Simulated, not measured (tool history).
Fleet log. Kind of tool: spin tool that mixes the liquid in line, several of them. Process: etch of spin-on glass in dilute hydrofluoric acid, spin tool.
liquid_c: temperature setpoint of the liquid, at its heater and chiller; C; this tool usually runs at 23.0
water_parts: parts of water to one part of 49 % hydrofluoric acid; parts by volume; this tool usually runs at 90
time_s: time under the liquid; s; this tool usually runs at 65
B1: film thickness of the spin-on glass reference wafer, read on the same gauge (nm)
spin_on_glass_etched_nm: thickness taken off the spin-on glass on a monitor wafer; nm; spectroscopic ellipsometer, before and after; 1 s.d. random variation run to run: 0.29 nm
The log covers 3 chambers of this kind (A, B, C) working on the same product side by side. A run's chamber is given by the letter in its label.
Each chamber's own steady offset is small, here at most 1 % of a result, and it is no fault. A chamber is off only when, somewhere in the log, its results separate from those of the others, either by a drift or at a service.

run 1C day=0.475 | liquid_c=23.0 water_parts=90 time_s=65 | B1=60.038 | spin_on_glass_etched_nm=39.174
run 2A day=0.725 | liquid_c=23.0 water_parts=90 time_s=65 | B1=60.017 | spin_on_glass_etched_nm=38.891
run 3B day=1.021 | liquid_c=23.0 water_parts=90 time_s=65 | B1=60.008 | spin_on_glass_etched_nm=39.497
run 4C day=1.458 | liquid_c=23.0 water_parts=90 time_s=65 | B1=60.004 | spin_on_glass_etched_nm=39.136
run 5A day=1.683 | liquid_c=23.0 water_parts=90 time_s=65 | B1=60.009 | spin_on_glass_etched_nm=39.220
run 6B day=1.950 | liquid_c=23.0 water_parts=90 time_s=65 | B1=59.994 | spin_on_glass_etched_nm=39.738
run 7B day=2.408 | liquid_c=23.0 water_parts=90 time_s=50 | B1=59.975 | spin_on_glass_etched_nm=30.504
run 8C day=2.646 | liquid_c=23.0 water_parts=90 time_s=50 | B1=59.981 | spin_on_glass_etched_nm=30.213
run 9A day=2.862 | liquid_c=23.0 water_parts=90 time_s=50 | B1=59.991 | spin_on_glass_etched_nm=29.895
run 10A day=3.354 | liquid_c=23.0 water_parts=90 time_s=65 | B1=59.997 | spin_on_glass_etched_nm=39.197
run 11C day=3.767 | liquid_c=23.0 water_parts=90 time_s=65 | B1=60.026 | spin_on_glass_etched_nm=38.868
run 12B day=4.146 | liquid_c=23.0 water_parts=90 time_s=65 | B1=59.999 | spin_on_glass_etched_nm=39.738
run 13A day=4.521 | liquid_c=23.0 water_parts=90 time_s=65 | B1=60.018 | spin_on_glass_etched_nm=38.710
run 14B day=4.879 | liquid_c=19.0 water_parts=90 time_s=65 | B1=59.985 | spin_on_glass_etched_nm=34.184
run 15C day=5.262 | liquid_c=19.0 water_parts=90 time_s=65 | B1=60.003 | spin_on_glass_etched_nm=33.821
-- day=5.529 chamber B: hydrofluoric acid flow meter replaced
run 16C day=5.688 | liquid_c=19.0 water_parts=90 time_s=65 | B1=59.993 | spin_on_glass_etched_nm=32.919
run 17B day=6.038 | liquid_c=23.0 water_parts=50 time_s=65 | B1=59.984 | spin_on_glass_etched_nm=74.912
run 18A day=6.404 | liquid_c=23.0 water_parts=50 time_s=65 | B1=59.980 | spin_on_glass_etched_nm=74.394
run 19C day=6.850 | liquid_c=23.0 water_parts=50 time_s=65 | B1=60.004 | spin_on_glass_etched_nm=74.378
run 20A day=7.212 | liquid_c=23.0 water_parts=90 time_s=65 | B1=60.013 | spin_on_glass_etched_nm=40.080
run 21B day=7.596 | liquid_c=23.0 water_parts=90 time_s=65 | B1=60.027 | spin_on_glass_etched_nm=39.994
run 22C day=7.962 | liquid_c=23.0 water_parts=90 time_s=65 | B1=60.030 | spin_on_glass_etched_nm=39.310
run 23B day=8.404 | liquid_c=23.0 water_parts=90 time_s=65 | B1=59.992 | spin_on_glass_etched_nm=40.200
run 24A day=8.633 | liquid_c=20.0 water_parts=75 time_s=65 | B1=60.029 | spin_on_glass_etched_nm=43.906
run 25B day=8.967 | liquid_c=20.0 water_parts=75 time_s=65 | B1=59.976 | spin_on_glass_etched_nm=43.129
run 26A day=9.442 | liquid_c=20.0 water_parts=75 time_s=65 | B1=59.979 | spin_on_glass_etched_nm=44.334
run 27C day=9.725 | liquid_c=23.0 water_parts=90 time_s=65 | B1=60.025 | spin_on_glass_etched_nm=38.960
run 28A day=10.067 | liquid_c=23.0 water_parts=90 time_s=65 | B1=59.983 | spin_on_glass_etched_nm=41.473
run 29C day=10.429 | liquid_c=23.0 water_parts=65 time_s=100 | B1=59.993 | spin_on_glass_etched_nm=86.159
run 30B day=10.783 | liquid_c=23.0 water_parts=65 time_s=100 | B1=60.006 | spin_on_glass_etched_nm=87.103
run 31B day=11.121 | liquid_c=23.0 water_parts=65 time_s=100 | B1=60.013 | spin_on_glass_etched_nm=87.760
run 32A day=11.558 | liquid_c=23.0 water_parts=90 time_s=65 | B1=60.006 | spin_on_glass_etched_nm=41.953
run 33C day=11.888 | liquid_c=23.0 water_parts=90 time_s=65 | B1=60.022 | spin_on_glass_etched_nm=38.836
run 34A day=12.350 | liquid_c=23.0 water_parts=90 time_s=65 | B1=59.993 | spin_on_glass_etched_nm=42.474
-- day=12.688 chamber B: thermometer replaced
run 35C day=12.733 | liquid_c=23.0 water_parts=90 time_s=65 | B1=59.996 | spin_on_glass_etched_nm=38.956
run 36B day=12.958 | liquid_c=23.0 water_parts=90 time_s=65 | B1=60.012 | spin_on_glass_etched_nm=39.771
run 37A day=13.317 | liquid_c=23.0 water_parts=90 time_s=65 | B1=59.962 | spin_on_glass_etched_nm=43.292
run 38B day=13.688 | liquid_c=23.0 water_parts=90 time_s=65 | B1=59.991 | spin_on_glass_etched_nm=39.530
run 39C day=13.925 | liquid_c=23.0 water_parts=90 time_s=65 | B1=59.992 | spin_on_glass_etched_nm=38.425
run 40A day=14.317 | liquid_c=23.0 water_parts=90 time_s=65 | B1=60.017 | spin_on_glass_etched_nm=43.007
run 41B day=14.704 | liquid_c=19.5 water_parts=90 time_s=65 | B1=60.010 | spin_on_glass_etched_nm=33.962

Which is it: a chamber that has drifted or been left off by a service, a gauge drift common to all chambers, or only each chamber's usual small offset? If a chamber is off, name it and its likeliest cause.

It is chamber A that slowly wanders off from its peers.
Most likely cause: hydrofluoric acid flow above the setpoint (%) = 9.36.
From this log alone, it may not be told apart from: liquid hotter than its thermometer reads (K).

Chamber A could run next with any of the 4 candidate recipes listed below; each alters the usual settings, and their results appear as question marks. Which one brings its results back in line with what the other chambers deliver on the usual settings?
Allowed miss from the other chambers' usual-settings mean, per result, to count as in line: spin_on_glass_etched_nm 1.000 nm
run 42A-1 day=15.058 | liquid_c=24.5 water_parts=90 time_s=65 | spin_on_glass_etched_nm=?
run 42A-2 day=15.058 | liquid_c=25.5 water_parts=90 time_s=65 | spin_on_glass_etched_nm=?
run 42A-3 day=15.058 | liquid_c=22.5 water_parts=90 time_s=60 | spin_on_glass_etched_nm=?
run 42A-4 day=15.058 | liquid_c=23.0 water_parts=95 time_s=65 | spin_on_glass_etched_nm=?

On the usual settings, the other chambers give on average: spin_on_glass_etched_nm 39.336 nm
run=42A-1 spin_on_glass_etched_nm=46.139
run=42A-2 spin_on_glass_etched_nm=47.972
run=42A-3 spin_on_glass_etched_nm=39.343
run=42A-4 spin_on_glass_etched_nm=40.989
With 42A-3, the chamber falls back in line with the rest.
